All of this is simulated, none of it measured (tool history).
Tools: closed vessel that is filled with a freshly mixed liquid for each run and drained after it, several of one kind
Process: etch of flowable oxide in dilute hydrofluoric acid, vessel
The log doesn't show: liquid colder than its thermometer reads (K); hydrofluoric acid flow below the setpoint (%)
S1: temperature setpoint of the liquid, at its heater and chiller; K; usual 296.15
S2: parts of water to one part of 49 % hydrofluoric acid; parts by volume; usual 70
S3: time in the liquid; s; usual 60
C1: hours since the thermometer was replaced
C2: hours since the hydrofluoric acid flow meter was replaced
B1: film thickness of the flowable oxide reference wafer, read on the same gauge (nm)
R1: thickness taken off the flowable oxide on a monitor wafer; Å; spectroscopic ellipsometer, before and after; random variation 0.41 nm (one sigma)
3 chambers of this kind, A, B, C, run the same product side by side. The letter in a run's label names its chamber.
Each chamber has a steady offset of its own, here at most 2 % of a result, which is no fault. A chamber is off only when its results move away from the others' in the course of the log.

{"hour": 0.5, "done": "chamber A: hydrofluoric acid flow meter replaced"}
{"run": "1B", "hour": 11.8, "S1": 296.15, "S2": 70, "S3": 60, "C1": 1898.3, "C2": 381.3, "B1": 100.05, "R1": 585.67}
{"run": "2A", "hour": 19.8, "S1": 296.15, "S2": 70, "S3": 60, "C1": 1416.5, "C2": 19.3, "B1": 99.987, "R1": 593.96}
{"run": "3C", "hour": 29.9, "S1": 296.15, "S2": 70, "S3": 60, "C1": 291.2, "C2": 278.0, "B1": 100.05, "R1": 595.56}
{"run": "4C", "hour": 41.4, "S1": 296.15, "S2": 70, "S3": 60, "C1": 302.7, "C2": 289.5, "B1": 100.02, "R1": 579.62}
{"run": "5B", "hour": 48.0, "S1": 296.15, "S2": 70, "S3": 60, "C1": 1934.5, "C2": 417.5, "B1": 100.01, "R1": 584.37}
{"run": "6A", "hour": 59.5, "S1": 294.15, "S2": 70, "S3": 60, "C1": 1456.2, "C2": 59.0, "B1": 100.03, "R1": 546.84}
{"run": "7A", "hour": 69.0, "S1": 294.15, "S2": 70, "S3": 60, "C1": 1465.7, "C2": 68.5, "B1": 99.993, "R1": 545.21}
{"run": "8B", "hour": 74.9, "S1": 294.15, "S2": 70, "S3": 60, "C1": 1961.4, "C2": 444.4, "B1": 100.0, "R1": 537.53}
{"run": "9C", "hour": 86.6, "S1": 296.15, "S2": 70, "S3": 60, "C1": 347.9, "C2": 334.7, "B1": 100.01, "R1": 591.16}
{"run": "10B", "hour": 92.7, "S1": 296.15, "S2": 70, "S3": 60, "C1": 1979.2, "C2": 462.2, "B1": 100.02, "R1": 583.49}
{"run": "11C", "hour": 102.6, "S1": 296.15, "S2": 70, "S3": 60, "C1": 363.9, "C2": 350.7, "B1": 100.02, "R1": 587.37}
{"run": "12A", "hour": 109.6, "S1": 296.15, "S2": 70, "S3": 60, "C1": 1506.3, "C2": 109.1, "B1": 100.01, "R1": 585.45}
{"run": "13A", "hour": 115.1, "S1": 296.15, "S2": 70, "S3": 60, "C1": 1511.8, "C2": 114.6, "B1": 100.03, "R1": 597.54}
{"run": "14C", "hour": 125.1, "S1": 296.15, "S2": 70, "S3": 60, "C1": 386.4, "C2": 373.2, "B1": 100.02, "R1": 585.23}
{"run": "15B", "hour": 134.7, "S1": 296.15, "S2": 70, "S3": 75, "C1": 2021.2, "C2": 504.2, "B1": 100.02, "R1": 726.79}
{"run": "16A", "hour": 141.6, "S1": 296.15, "S2": 70, "S3": 75, "C1": 1538.3, "C2": 141.1, "B1": 100.04, "R1": 743.61}
{"run": "17C", "hour": 153.0, "S1": 296.15, "S2": 70, "S3": 75, "C1": 414.3, "C2": 401.1, "B1": 99.985, "R1": 721.36}
{"run": "18B", "hour": 161.0, "S1": 296.15, "S2": 70, "S3": 60, "C1": 2047.5, "C2": 530.5, "B1": 99.966, "R1": 586.91}
{"run": "19B", "hour": 168.8, "S1": 296.15, "S2": 70, "S3": 60, "C1": 2055.3, "C2": 538.3, "B1": 99.989, "R1": 580.58}
{"run": "20A", "hour": 176.5, "S1": 296.15, "S2": 70, "S3": 60, "C1": 1573.2, "C2": 176.0, "B1": 100.01, "R1": 596.04}
{"run": "21C", "hour": 183.0, "S1": 296.15, "S2": 70, "S3": 60, "C1": 444.3, "C2": 431.1, "B1": 100.06, "R1": 571.71}
{"run": "22C", "hour": 189.7, "S1": 296.15, "S2": 70, "S3": 60, "C1": 451.0, "C2": 437.8, "B1": 99.999, "R1": 574.17}
{"run": "23B", "hour": 200.8, "S1": 296.15, "S2": 70, "S3": 60, "C1": 2087.3, "C2": 570.3, "B1": 99.997, "R1": 591.04}
{"run": "24A", "hour": 207.7, "S1": 296.15, "S2": 70, "S3": 60, "C1": 1604.4, "C2": 207.2, "B1": 100.04, "R1": 599.71}
{"run": "25A", "hour": 218.7, "S1": 296.15, "S2": 70, "S3": 60, "C1": 1615.4, "C2": 218.2, "B1": 100.01, "R1": 602.28}
{"run": "26B", "hour": 226.8, "S1": 296.15, "S2": 70, "S3": 60, "C1": 2113.3, "C2": 596.3, "B1": 100.0, "R1": 590.74}
{"run": "27C", "hour": 237.1, "S1": 296.15, "S2": 70, "S3": 60, "C1": 498.4, "C2": 485.2, "B1": 99.995, "R1": 561.37}
{"run": "28A", "hour": 248.8, "S1": 296.15, "S2": 70, "S3": 60, "C1": 1645.5, "C2": 248.3, "B1": 99.964, "R1": 603.49}

Is one chamber off against the others, does the gauge drift, or is nothing wrong? If a chamber is off, say which, and what the likeliest cause is.

Chamber C drifts away from the others.
Cause: hydrofluoric acid flow below the setpoint (%) = 5.98.
The log may not tell that from: liquid colder than its thermometer reads (K).

Here are 4 candidates for chamber C's next run, each the usual settings with a change, their results left as question marks. Which one brings its results back in line with what the others give on the usual settings?
In line means no further than this from the other chambers' mean on the usual settings: R1 14.00 Å
{"run": "29C-1", "hour": 257.4, "S1": 295.65, "S2": 70, "S3": 60, "R1": "?"}
{"run": "29C-2", "hour": 257.4, "S1": 296.15, "S2": 75, "S3": 60, "R1": "?"}
{"run": "29C-3", "hour": 257.4, "S1": 296.15, "S2": 70, "S3": 65, "R1": "?"}
{"run": "29C-4", "hour": 257.4, "S1": 296.65, "S2": 70, "S3": 60, "R1": "?"}

The other chambers' mean on the usual settings: R1 590.65 Å
run=29C-1 R1=539.44
run=29C-2 R1=510.18
run=29C-3 R1=596.44
run=29C-4 R1=561.87
29C-3 brings the chamber back in line.

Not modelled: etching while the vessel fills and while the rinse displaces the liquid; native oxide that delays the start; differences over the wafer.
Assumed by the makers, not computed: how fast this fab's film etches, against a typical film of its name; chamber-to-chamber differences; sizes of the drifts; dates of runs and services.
